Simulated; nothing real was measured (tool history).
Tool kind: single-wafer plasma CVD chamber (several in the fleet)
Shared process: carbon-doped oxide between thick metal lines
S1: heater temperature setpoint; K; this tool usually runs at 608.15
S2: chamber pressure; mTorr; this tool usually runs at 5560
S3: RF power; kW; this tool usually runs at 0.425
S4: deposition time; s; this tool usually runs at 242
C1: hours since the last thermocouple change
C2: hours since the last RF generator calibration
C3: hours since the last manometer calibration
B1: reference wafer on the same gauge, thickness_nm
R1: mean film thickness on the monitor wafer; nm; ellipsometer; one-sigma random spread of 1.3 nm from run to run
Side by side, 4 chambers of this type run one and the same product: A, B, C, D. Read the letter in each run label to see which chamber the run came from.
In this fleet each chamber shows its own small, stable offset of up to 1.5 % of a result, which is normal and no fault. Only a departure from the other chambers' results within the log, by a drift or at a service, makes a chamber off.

run,day,S1,S2,S3,S4,C1,C2,C3,B1,R1
1B,0.375,608.15,5560,0.425,242,1811.8,324.9,1464.8,950.17,1157.1
2D,0.712,608.15,5560,0.425,242,436.2,176.7,1864.2,950.65,1161.3
3C,1.075,608.15,5560,0.425,242,1188.4,821.9,292.2,950.48,1141.3
4A,1.5,608.15,5560,0.425,242,1350.6,1449.2,2101.4,950.65,1157.7
5C,1.888,608.15,5560,0.425,242,1207.9,841.4,311.7,950.66,1140.6
6A,2.142,595.15,5560,0.425,210,1366,1464.6,2116.8,950.99,1048.8
7B,2.483,595.15,5560,0.425,210,1862.4,375.5,1515.4,950.95,1047.3
8D,2.721,595.15,5560,0.425,210,484.4,224.9,1912.4,951.04,1053.6
9C,3.079,595.15,5560,0.425,210,1236.5,870,340.3,950.8,1030.9
10A,3.338,608.15,5560,0.425,242,1394.7,1493.3,2145.5,951.39,1157.9
11D,3.658,608.15,5560,0.425,242,506.9,247.4,1934.9,951.29,1161.8
12B,4.017,608.15,5560,0.425,242,1899.2,412.3,1552.2,951.59,1159.2
13B,4.225,608.15,5560,0.425,242,1904.2,417.3,1557.2,951.3,1159.1
# day 4.504: chamber B: thermocouple changed; heater temperature recalibrated
14C,4.583,608.15,5560,0.425,242,1272.6,906.1,376.4,951.75,1143.3
15A,4.858,608.15,5560,0.425,242,1431.2,1529.8,2182,951.67,1159.3
16D,5.188,608.15,5560,0.425,242,543.6,284.1,1971.6,951.66,1163.8
17C,5.538,608.15,5560,0.425,242,1295.5,929,399.3,952.19,1139.6
18A,5.738,608.15,5560,0.425,242,1452.3,1550.9,2203.1,952.04,1161.2
19D,6.029,608.15,5560,0.425,242,563.8,304.3,1991.8,952.17,1162.3
20B,6.296,608.15,5560,0.425,242,43.1,467,1606.9,952.14,1157.7
21A,6.608,608.15,5560,0.425,242,1473.2,1571.8,2224,952.41,1159.2
22D,6.862,608.15,5560,0.425,242,583.8,324.3,2011.8,952.77,1163.5
23C,7.112,608.15,5560,0.425,242,1333.3,966.8,437.1,952.81,1143.6
24B,7.304,608.15,5560,0.425,242,67.3,491.2,1631.1,952.83,1162.8
25B,7.621,608.15,5560,0.425,242,74.9,498.8,1638.7,952.7,1159.1
26D,8.025,608.15,5560,0.425,242,611.7,352.2,2039.7,952.85,1164.3
27A,8.442,608.15,5560,0.355,242,1517.2,1615.8,2268,952.96,1012.9
28C,8.817,608.15,5560,0.355,242,1374.2,1007.7,478,953.22,998.27
29B,9.112,608.15,5560,0.355,242,110.7,534.6,1674.5,953.31,1015.4
30D,9.525,608.15,5560,0.355,242,647.7,388.2,2075.7,953.35,1019.1
31A,9.779,608.15,5560,0.425,242,1549.3,1647.9,2300.1,953.52,1160.6
32C,10.096,608.15,5560,0.425,242,1404.9,1038.4,508.7,954,1144.8
33D,10.292,608.15,5560,0.425,242,666.1,406.6,2094.1,953.63,1162.8
34C,10.546,608.15,5560,0.425,242,1415.7,1049.2,519.5,953.9,1144.9
35B,10.85,608.15,5560,0.425,277,152.4,576.3,1716.2,954.13,1328.6
36A,11.096,608.15,5560,0.425,277,1580.9,1679.5,2331.7,953.77,1329.6
37C,11.3,608.15,5560,0.425,277,1433.8,1067.3,537.6,953.95,1309.7
38D,11.692,608.15,5560,0.425,277,699.7,440.2,2127.7,954.22,1334.1

The same settings go to every chamber for the next run, one line per chamber below. Forecast the results for each:
39A,11.996,608.15,5560,0.425,242,,,,,?
39B,11.996,608.15,5560,0.425,242,,,,,?
39C,11.996,608.15,5560,0.425,242,,,,,?
39D,11.996,608.15,5560,0.425,242,,,,,?

run,R1
39A,1163
39B,1162.4
39C,1146.5
39D,1165.9
